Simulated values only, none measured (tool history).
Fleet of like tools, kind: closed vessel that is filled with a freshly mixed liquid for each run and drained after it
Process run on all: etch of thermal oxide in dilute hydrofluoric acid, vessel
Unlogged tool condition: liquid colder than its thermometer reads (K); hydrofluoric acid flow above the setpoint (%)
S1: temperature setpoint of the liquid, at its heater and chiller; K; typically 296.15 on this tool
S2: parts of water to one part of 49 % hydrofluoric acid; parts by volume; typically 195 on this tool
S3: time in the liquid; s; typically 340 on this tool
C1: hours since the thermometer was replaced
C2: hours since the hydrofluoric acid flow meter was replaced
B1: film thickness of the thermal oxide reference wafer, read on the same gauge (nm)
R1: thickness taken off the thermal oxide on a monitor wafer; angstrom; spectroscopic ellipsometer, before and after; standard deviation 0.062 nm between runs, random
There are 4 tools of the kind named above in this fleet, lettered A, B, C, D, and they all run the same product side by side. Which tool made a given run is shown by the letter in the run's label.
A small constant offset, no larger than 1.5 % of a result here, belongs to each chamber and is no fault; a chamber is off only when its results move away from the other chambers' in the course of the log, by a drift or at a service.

run,hour,S1,S2,S3,C1,C2,B1,R1
1B,6.8,296.15,195,340,282.7,336,119.98,73.98
2D,12.2,296.15,195,340,479.7,1460.4,119.99,74.578
3C,18.6,296.15,195,340,256.6,266.2,120,74.208
4A,24.9,296.15,195,340,2052.5,332.2,120.02,73.466
5A,29.6,300.15,195,265,2057.2,336.9,120,67.132
6D,34.8,300.15,195,265,502.3,1483,119.98,68.406
7B,43,300.15,195,265,318.9,372.2,120.02,66.525
8C,48.3,300.15,195,265,286.3,295.9,119.98,67.389
9D,53.1,299.65,195,240,520.6,1501.3,120.02,60.199
10A,61.2,299.65,195,240,2088.8,368.5,119.99,59.237
11B,65.6,299.65,195,240,341.5,394.8,120,58.832
12C,74.6,299.65,195,240,312.6,322.2,120.01,59.454
13C,80.1,296.15,195,340,318.1,327.7,120.01,74.478
14D,89.9,296.15,195,340,557.4,1538.1,120.01,74.515
15B,94.3,296.15,195,340,370.2,423.5,120.03,72.96
16A,101.9,296.15,195,340,2129.5,409.2,120.01,73.59
17D,107.4,296.15,195,340,574.9,1555.6,120,74.533
18A,113.1,296.15,195,340,2140.7,420.4,120.01,72.538
19B,119.5,296.15,195,340,395.4,448.7,120.02,72.785
20C,127,296.15,145,455,365,374.6,119.99,142.87
21B,131.6,296.15,145,455,407.5,460.8,119.98,137.27
22D,141,296.15,145,455,608.5,1589.2,119.99,143.77
23C,145.4,296.15,145,455,383.4,393,120,139.45
24A,152.8,296.15,195,340,2180.4,460.1,119.97,74.66
25D,158.1,296.15,195,340,625.6,1606.3,120,75.239
26A,166,298.15,195,340,2193.6,473.3,120.01,79.962
27C,173.8,298.15,195,340,411.8,421.4,119.97,80.233
28B,179.2,298.15,195,340,455.1,508.4,120,76.094
29C,183.6,298.15,195,340,421.6,431.2,120,79.889
30B,191.9,296.15,235,270,467.8,521.1,120.02,44.067
31A,198.8,296.15,235,270,2226.4,506.1,120.01,45.912
32D,204.9,296.15,235,270,672.4,1653.1,120.03,47.741
33B,214.5,296.15,235,270,490.4,543.7,120.01,43.512
34D,222.3,296.15,195,340,689.8,1670.5,119.96,75.301
35A,228.3,296.15,195,340,2255.9,535.6,119.99,72.77
36C,233.6,296.15,195,340,471.6,481.2,119.99,75.464
37C,238.5,296.15,195,340,476.5,486.1,120,74.766
38D,243.6,291.65,195,340,711.1,1691.8,120,62.581
39A,249.8,291.65,195,340,2277.4,557.1,120.02,62.591

Next, all 4 chambers run the settings below, one line each with question marks for the results. What does each chamber give?
40A,256.9,294.15,195,340,,,,?
40B,256.9,294.15,195,340,,,,?
40C,256.9,294.15,195,340,,,,?
40D,256.9,294.15,195,340,,,,?

run,R1
40A,67.808
40B,62.713
40C,69.261
40D,68.407
